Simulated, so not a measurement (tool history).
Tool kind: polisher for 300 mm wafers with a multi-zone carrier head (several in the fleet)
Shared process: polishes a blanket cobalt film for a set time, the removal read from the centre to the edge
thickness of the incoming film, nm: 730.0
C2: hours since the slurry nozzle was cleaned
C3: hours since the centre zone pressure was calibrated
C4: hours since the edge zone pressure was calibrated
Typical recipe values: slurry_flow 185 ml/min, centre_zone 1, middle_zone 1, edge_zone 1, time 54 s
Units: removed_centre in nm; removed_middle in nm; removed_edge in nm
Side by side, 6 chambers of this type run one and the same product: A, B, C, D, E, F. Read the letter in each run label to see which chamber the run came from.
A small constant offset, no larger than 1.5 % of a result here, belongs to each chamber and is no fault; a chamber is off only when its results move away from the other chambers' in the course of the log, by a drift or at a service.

Run 1F, day 0.504: usual settings; wafers polished on this pad 773; C2 394.5; C3 42.6; C4 512.4. Result: removed_centre 205.67 nm, removed_middle 201.43 nm, removed_edge 207.11 nm.
Run 2C, day 0.829: usual settings; wafers polished on this pad 239; C2 577.4; C3 683; C4 125.8. Result: removed_centre 205.84 nm, removed_middle 203.81 nm, removed_edge 205.6 nm.
At day 1.221: chamber C: slurry nozzle cleaned.
Run 3D, day 1.333: usual settings; wafers polished on this pad 599; C2 164.1; C3 357.7; C4 799.8. Result: removed_centre 208.94 nm, removed_middle 203.98 nm, removed_edge 208.11 nm.
Run 4B, day 1.596: usual settings; wafers polished on this pad 628; C2 668.3; C3 249.7; C4 492.5. Result: removed_centre 209.25 nm, removed_middle 201.21 nm, removed_edge 203.11 nm.
Run 5A, day 2.112: usual settings; wafers polished on this pad 1090; C2 482.4; C3 139; C4 338.2. Result: removed_centre 208.55 nm, removed_middle 210 nm, removed_edge 203.78 nm.
At day 2.6: chamber A: worn pad replaced by a new one.
Run 6E, day 2.654: usual settings but middle_zone 1.09, edge_zone 0.95; wafers polished on this pad 882; C2 494.6; C3 268.8; C4 210.2. Result: removed_centre 203.17 nm, removed_middle 222.55 nm, removed_edge 199.11 nm.
At day 2.875: chamber B: slurry nozzle cleaned.
At day 2.883: chamber C: worn pad replaced by a new one.
At day 2.942: chamber D: edge zone pressure recalibrated.
Run 7D, day 2.971: usual settings but middle_zone 1.09, edge_zone 0.95; wafers polished on this pad 1003; C2 203.4; C3 397; C4 0.8. Result: removed_centre 207.33 nm, removed_middle 222.33 nm, removed_edge 199 nm.
At day 3.262: chamber B: worn pad replaced by a new one.
Run 8F, day 3.488: usual settings but middle_zone 1.09, edge_zone 0.95; wafers polished on this pad 1509; C2 466.1; C3 114.2; C4 584. Result: removed_centre 207.63 nm, removed_middle 219.62 nm, removed_edge 198.89 nm.
At day 3.679: chamber D: worn pad replaced by a new one.
Run 9E, day 3.817: usual settings but middle_zone 1.09, edge_zone 0.95; wafers polished on this pad 1169; C2 522.5; C3 296.7; C4 238.1. Result: removed_centre 200.31 nm, removed_middle 217.42 nm, removed_edge 199.67 nm.
At day 4.179: chamber F: worn pad replaced by a new one.
Run 10A, day 4.317: usual settings but middle_zone 1.09, edge_zone 0.95; wafers polished on this pad 423; C2 535.3; C3 191.9; C4 391.1. Result: removed_centre 208.36 nm, removed_middle 226.38 nm, removed_edge 198.93 nm.
Run 11B, day 4.838: usual settings but middle_zone 1.09, edge_zone 0.95; wafers polished on this pad 388; C2 47.2; C3 327.5; C4 570.3. Result: removed_centre 209.04 nm, removed_middle 219.04 nm, removed_edge 199.38 nm.
Run 12C, day 5.233: usual settings; wafers polished on this pad 579; C2 96.4; C3 788.7; C4 231.5. Result: removed_centre 203.25 nm, removed_middle 201.54 nm, removed_edge 208.07 nm.
Run 13D, day 5.592: usual settings; wafers polished on this pad 472; C2 266.3; C3 459.9; C4 63.7. Result: removed_centre 208.07 nm, removed_middle 200.71 nm, removed_edge 207.06 nm.
At day 5.896: chamber C: worn pad replaced by a new one.
Run 14F, day 5.929: usual settings; wafers polished on this pad 431; C2 524.7; C3 172.8; C4 642.6. Result: removed_centre 207.67 nm, removed_middle 201.29 nm, removed_edge 205.63 nm.
Run 15E, day 6.346: usual settings; wafers polished on this pad 1793; C2 583.2; C3 357.4; C4 298.8. Result: removed_centre 203.23 nm, removed_middle 206.33 nm, removed_edge 203.12 nm.
At day 6.612: chamber A: slurry nozzle cleaned.
At day 6.692: chamber F: edge zone pressure recalibrated.
At day 6.862: chamber D: centre zone pressure recalibrated.
Run 16A, day 6.883: usual settings; wafers polished on this pad 1056; C2 6.6; C3 253.5; C4 452.7. Result: removed_centre 208.1 nm, removed_middle 206.89 nm, removed_edge 203.26 nm.
At day 6.958: chamber B: worn pad replaced by a new one.
Run 17C, day 7.142: usual settings; wafers polished on this pad 308; C2 142.2; C3 834.5; C4 277.3. Result: removed_centre 204.08 nm, removed_middle 200.58 nm, removed_edge 207.48 nm.
At day 7.221: chamber A: worn pad replaced by a new one.
Run 18B, day 7.383: usual settings; wafers polished on this pad 105; C2 108.3; C3 388.6; C4 631.4. Result: removed_centre 208.93 nm, removed_middle 208.61 nm, removed_edge 203.16 nm.
Run 19A, day 7.762: usual settings; wafers polished on this pad 134; C2 27.7; C3 274.6; C4 473.8. Result: removed_centre 200.65 nm, removed_middle 209.46 nm, removed_edge 206.15 nm.
Run 20D, day 8.267: usual settings; wafers polished on this pad 1131; C2 330.5; C3 33.7; C4 127.9. Result: removed_centre 203 nm, removed_middle 203.6 nm, removed_edge 207.52 nm.
At day 8.408: chamber B: edge zone pressure recalibrated.
At day 8.717: chamber C: centre zone pressure recalibrated.
Run 21E, day 8.746: usual settings; wafers polished on this pad 2385; C2 640.8; C3 415; C4 356.4. Result: removed_centre 200.17 nm, removed_middle 204.6 nm, removed_edge 199.68 nm.
Run 22B, day 9.067: usual settings but slurry_flow 145 ml/min, edge_zone 0.94; wafers polished on this pad 520; C2 148.7; C3 429; C4 15.8. Result: removed_centre 198.36 nm, removed_middle 199.68 nm, removed_edge 194.07 nm.
Run 23C, day 9.579: usual settings but slurry_flow 145 ml/min, edge_zone 0.94; wafers polished on this pad 909; C2 200.7; C3 20.7; C4 335.8. Result: removed_centre 195.09 nm, removed_middle 195.86 nm, removed_edge 194.22 nm.
At day 9.583: chamber D: worn pad replaced by a new one.
At day 9.688: chamber C: worn pad replaced by a new one.
At day 9.7: chamber E: slurry nozzle cleaned.
Run 24F, day 9.854: usual settings but slurry_flow 145 ml/min, edge_zone 0.94; wafers polished on this pad 1399; C2 618.9; C3 267; C4 75.9. Result: removed_centre 197.05 nm, removed_middle 194.71 nm, removed_edge 192.65 nm.
At day 10.129: chamber F: worn pad replaced by a new one.
Run 25B, day 10.267: usual settings but slurry_flow 145 ml/min, edge_zone 0.94; wafers polished on this pad 816; C2 177.5; C3 457.8; C4 44.6. Result: removed_centre 190.96 nm, removed_middle 199.27 nm, removed_edge 192.73 nm.
Run 26E, day 10.754: usual settings but slurry_flow 145 ml/min, edge_zone 0.94; wafers polished on this pad 2880; C2 25.3; C3 463.2; C4 404.6. Result: removed_centre 186.91 nm, removed_middle 192.68 nm, removed_edge 187.9 nm.
Run 27C, day 11.038: usual settings but slurry_flow 145 ml/min, edge_zone 0.94; wafers polished on this pad 333; C2 235.7; C3 55.7; C4 370.8. Result: removed_centre 193.22 nm, removed_middle 196.95 nm, removed_edge 195.12 nm.
At day 11.167: chamber B: worn pad replaced by a new one.
Run 28D, day 11.512: usual settings; wafers polished on this pad 476; C2 408.4; C3 111.6; C4 205.8. Result: removed_centre 206.31 nm, removed_middle 200.89 nm, removed_edge 207.46 nm.
Run 29A, day 12.054: usual settings but middle_zone 1.09; wafers polished on this pad 1192; C2 130.7; C3 377.6; C4 576.8. Result: removed_centre 206.91 nm, removed_middle 221.53 nm, removed_edge 203.6 nm.
At day 12.55: chamber A: worn pad replaced by a new one.
Run 30F, day 12.612: usual settings but middle_zone 1.09; wafers polished on this pad 612; C2 685.1; C3 333.2; C4 142.1. Result: removed_centre 212.22 nm, removed_middle 222.67 nm, removed_edge 204.27 nm.
Run 31E, day 13.138: usual settings but middle_zone 1.09; wafers polished on this pad 3468; C2 82.5; C3 520.4; C4 461.8. Result: removed_centre 192.7 nm, removed_middle 213.37 nm, removed_edge 194.19 nm.
At day 13.212: chamber C: worn pad replaced by a new one.
Run 32C, day 13.633: usual settings but middle_zone 1.09; wafers polished on this pad 104; C2 298; C3 118; C4 433.1. Result: removed_centre 205 nm, removed_middle 219.08 nm, removed_edge 205.98 nm.
Run 33A, day 14.146: usual settings but middle_zone 1.09; wafers polished on this pad 393; C2 180.9; C3 427.8; C4 627. Result: removed_centre 208.22 nm, removed_middle 225.89 nm, removed_edge 202.27 nm.
Run 34D, day 14.546: usual settings but middle_zone 1.09; wafers polished on this pad 1224; C2 481.2; C3 184.4; C4 278.6. Result: removed_centre 203.11 nm, removed_middle 222.05 nm, removed_edge 203.04 nm.
At day 14.758: chamber B: worn pad replaced by a new one.
Run 35B, day 14.804: usual settings; wafers polished on this pad 11; C2 286.4; C3 566.7; C4 153.5. Result: removed_centre 208.5 nm, removed_middle 199.15 nm, removed_edge 205.48 nm.
At day 15.225: chamber F: slurry nozzle cleaned.
Run 36F, day 15.275: usual settings; wafers polished on this pad 1269; C2 1.2; C3 397.1; C4 206. Result: removed_centre 208.56 nm, removed_middle 204.49 nm, removed_edge 209.09 nm.
Run 37A, day 15.754: usual settings but middle_zone 1.09, edge_zone 1.09; wafers polished on this pad 790; C2 219.5; C3 466.4; C4 665.6. Result: removed_centre 203.58 nm, removed_middle 223.8 nm, removed_edge 212.74 nm.

Is one chamber out of step, is the gauge drifting, or do the chambers differ by no more than their own small offsets? For an off chamber, give its letter and the likeliest cause.

Little by little, chamber E moves away from the other chambers.
Likeliest cause: removal rate lost through wear of the pad, % = 7.25.

Which of the 4 candidates below, each the usual settings with something changed and its results left as question marks, puts chamber E back in line with what the other chambers give on the usual settings?
Maximum distance from the other chambers' mean on the usual settings for a result to count as in line: removed_centre 8.7 nm; removed_middle 9 nm; removed_edge 4.6 nm
Run 38E-1, day 16.154: usual settings but slurry_flow 180 ml/min, centre_zone 0.98, middle_zone 1.02, edge_zone 0.99, time 46 s. Result: removed_centre ?, removed_middle ?, removed_edge ?.
Run 38E-2, day 16.154: usual settings but slurry_flow 190 ml/min, centre_zone 1.03, middle_zone 0.98, edge_zone 1.01, time 63 s. Result: removed_centre ?, removed_middle ?, removed_edge ?.
Run 38E-3, day 16.154: usual settings but centre_zone 1.01, middle_zone 0.99, time 58 s. Result: removed_centre ?, removed_middle ?, removed_edge ?.
Run 38E-4, day 16.154: usual settings but centre_zone 0.99, middle_zone 1.01, time 50 s. Result: removed_centre ?, removed_middle ?, removed_edge ?.

The other chambers' mean on the usual settings: removed_centre 206.54 nm; removed_middle 204.44 nm; removed_edge 205.25 nm
  run  removed_centre  removed_middle  removed_edge
38E-1          156.12          166.05        160.28
38E-2          228.03          221.13        223.33
38E-3           204.5          204.64        203.89
38E-4          172.45          179.65        175.72
Change 38E-3 lands the chamber within the allowed miss of the other chambers.

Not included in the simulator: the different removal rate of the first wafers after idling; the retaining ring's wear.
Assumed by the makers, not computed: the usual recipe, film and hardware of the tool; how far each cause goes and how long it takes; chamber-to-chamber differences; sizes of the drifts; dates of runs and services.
